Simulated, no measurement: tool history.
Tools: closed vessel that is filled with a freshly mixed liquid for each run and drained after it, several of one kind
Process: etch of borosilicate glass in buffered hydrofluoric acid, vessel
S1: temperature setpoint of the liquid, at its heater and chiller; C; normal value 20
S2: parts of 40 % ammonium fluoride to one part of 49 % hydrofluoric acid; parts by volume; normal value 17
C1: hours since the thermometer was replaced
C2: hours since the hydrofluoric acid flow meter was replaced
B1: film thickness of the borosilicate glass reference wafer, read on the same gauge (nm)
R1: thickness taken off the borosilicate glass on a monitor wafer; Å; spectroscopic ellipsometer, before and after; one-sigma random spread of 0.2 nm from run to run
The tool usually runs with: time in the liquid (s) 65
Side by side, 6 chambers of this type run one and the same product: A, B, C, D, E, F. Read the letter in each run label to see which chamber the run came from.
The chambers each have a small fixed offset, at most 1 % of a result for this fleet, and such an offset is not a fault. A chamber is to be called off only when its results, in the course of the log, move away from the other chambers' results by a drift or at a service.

Run 1D, hour 12.9: usual settings; C1 940.7; C2 1640.3; B1 89.990. Result: R1 389.74 Å.
Run 2A, hour 23.6: usual settings; C1 831.6; C2 1900.8; B1 89.985. Result: R1 383.28 Å.
Run 3C, hour 35.6: usual settings; C1 1297.7; C2 980.0; B1 89.971. Result: R1 387.65 Å.
Run 4B, hour 51.6: usual settings; C1 1228.2; C2 106.9; B1 90.016. Result: R1 385.27 Å.
Run 5F, hour 65.2: usual settings; C1 722.5; C2 134.5; B1 89.990. Result: R1 385.21 Å.
At hour 68.3: chamber F: thermometer replaced.
Run 6E, hour 75.6: usual settings; C1 571.6; C2 389.2; B1 89.986. Result: R1 384.75 Å.
Run 7C, hour 91.6: usual settings; C1 1353.7; C2 1036.0; B1 89.991. Result: R1 389.75 Å.
Run 8B, hour 100.8: usual settings; C1 1277.4; C2 156.1; B1 89.977. Result: R1 381.39 Å.
Run 9F, hour 114.4: usual settings; C1 46.2; C2 183.7; B1 89.980. Result: R1 388.23 Å.
Run 10A, hour 127.4: usual settings; C1 935.4; C2 2004.6; B1 90.017. Result: R1 384.35 Å.
Run 11D, hour 136.1: usual settings; C1 1063.9; C2 1763.5; B1 89.988. Result: R1 387.17 Å.
Run 12E, hour 148.1: usual settings; C1 644.1; C2 461.7; B1 89.971. Result: R1 386.06 Å.
Run 13C, hour 160.1: usual settings; C1 1422.2; C2 1104.5; B1 89.985. Result: R1 387.38 Å.
Run 14B, hour 170.1: usual settings; C1 1346.7; C2 225.4; B1 90.000. Result: R1 386.81 Å.
Run 15A, hour 184.4: usual settings; C1 992.4; C2 2061.6; B1 89.985. Result: R1 384.89 Å.
Run 16F, hour 195.7: usual settings; C1 127.5; C2 265.0; B1 90.011. Result: R1 385.26 Å.
At hour 210.0: chamber E: thermometer replaced.
Run 17D, hour 211.8: usual settings; C1 1139.6; C2 1839.2; B1 89.985. Result: R1 384.15 Å.
At hour 220.6: chamber A: hydrofluoric acid flow meter replaced.
Run 18E, hour 223.9: usual settings; C1 14.0; C2 537.5; B1 89.989. Result: R1 386.75 Å.
Run 19E, hour 239.4: usual settings; C1 29.5; C2 553.0; B1 90.002. Result: R1 389.33 Å.
Run 20C, hour 248.3: usual settings but S2 20 parts by volume; C1 1510.4; C2 1192.7; B1 89.995. Result: R1 328.09 Å.
Run 21A, hour 262.8: usual settings but S2 20 parts by volume; C1 1070.8; C2 42.2; B1 90.009. Result: R1 330.26 Å.
Run 22F, hour 273.6: usual settings but S2 20 parts by volume; C1 205.4; C2 342.9; B1 89.966. Result: R1 328.66 Å.
Run 23D, hour 283.2: usual settings but S2 20 parts by volume; C1 1211.0; C2 1910.6; B1 89.985. Result: R1 331.72 Å.
Run 24B, hour 292.4: usual settings but S2 20 parts by volume; C1 1469.0; C2 347.7; B1 90.035. Result: R1 326.02 Å.
Run 25E, hour 299.9: usual settings but S2 20 parts by volume; C1 90.0; C2 613.5; B1 89.996. Result: R1 329.31 Å.
Run 26B, hour 315.1: usual settings but S2 15 parts by volume; C1 1491.7; C2 370.4; B1 89.977. Result: R1 435.67 Å.
Run 27C, hour 329.1: usual settings but S2 15 parts by volume; C1 1591.2; C2 1273.5; B1 90.011. Result: R1 439.42 Å.
Run 28A, hour 342.8: usual settings but S2 15 parts by volume; C1 1150.8; C2 122.2; B1 90.002. Result: R1 436.14 Å.
Run 29D, hour 354.0: usual settings but S2 15 parts by volume; C1 1281.8; C2 1981.4; B1 89.994. Result: R1 436.91 Å.
Run 30F, hour 367.3: usual settings but S2 15 parts by volume; C1 299.1; C2 436.6; B1 89.999. Result: R1 436.66 Å.
Run 31B, hour 378.0: usual settings but S2 15 parts by volume; C1 1554.6; C2 433.3; B1 90.005. Result: R1 436.07 Å.
At hour 378.8: chamber F: hydrofluoric acid flow meter replaced.
Run 32A, hour 387.6: usual settings; C1 1195.6; C2 167.0; B1 90.008. Result: R1 385.42 Å.
Run 33E, hour 401.2: usual settings; C1 191.3; C2 714.8; B1 89.996. Result: R1 384.26 Å.
Run 34C, hour 416.8: usual settings; C1 1678.9; C2 1361.2; B1 89.975. Result: R1 387.62 Å.
Run 35D, hour 424.8: usual settings; C1 1352.6; C2 2052.2; B1 90.020. Result: R1 388.61 Å.
Run 36F, hour 435.2: usual settings but S2 24 parts by volume, time in the liquid (s) 100; C1 367.0; C2 56.5; B1 89.984. Result: R1 447.58 Å.
Run 37A, hour 451.5: usual settings but S2 24 parts by volume, time in the liquid (s) 100; C1 1259.5; C2 230.9; B1 89.985. Result: R1 447.28 Å.

Has any chamber moved away from the others, gradually or after a service, or does the common gauge drift, or do the chambers differ only by their own small steady offsets? State the chamber and the most likely cause if one applies.

Nothing is wrong: each chamber keeps only its own small, steady offset and the gauge holds still.
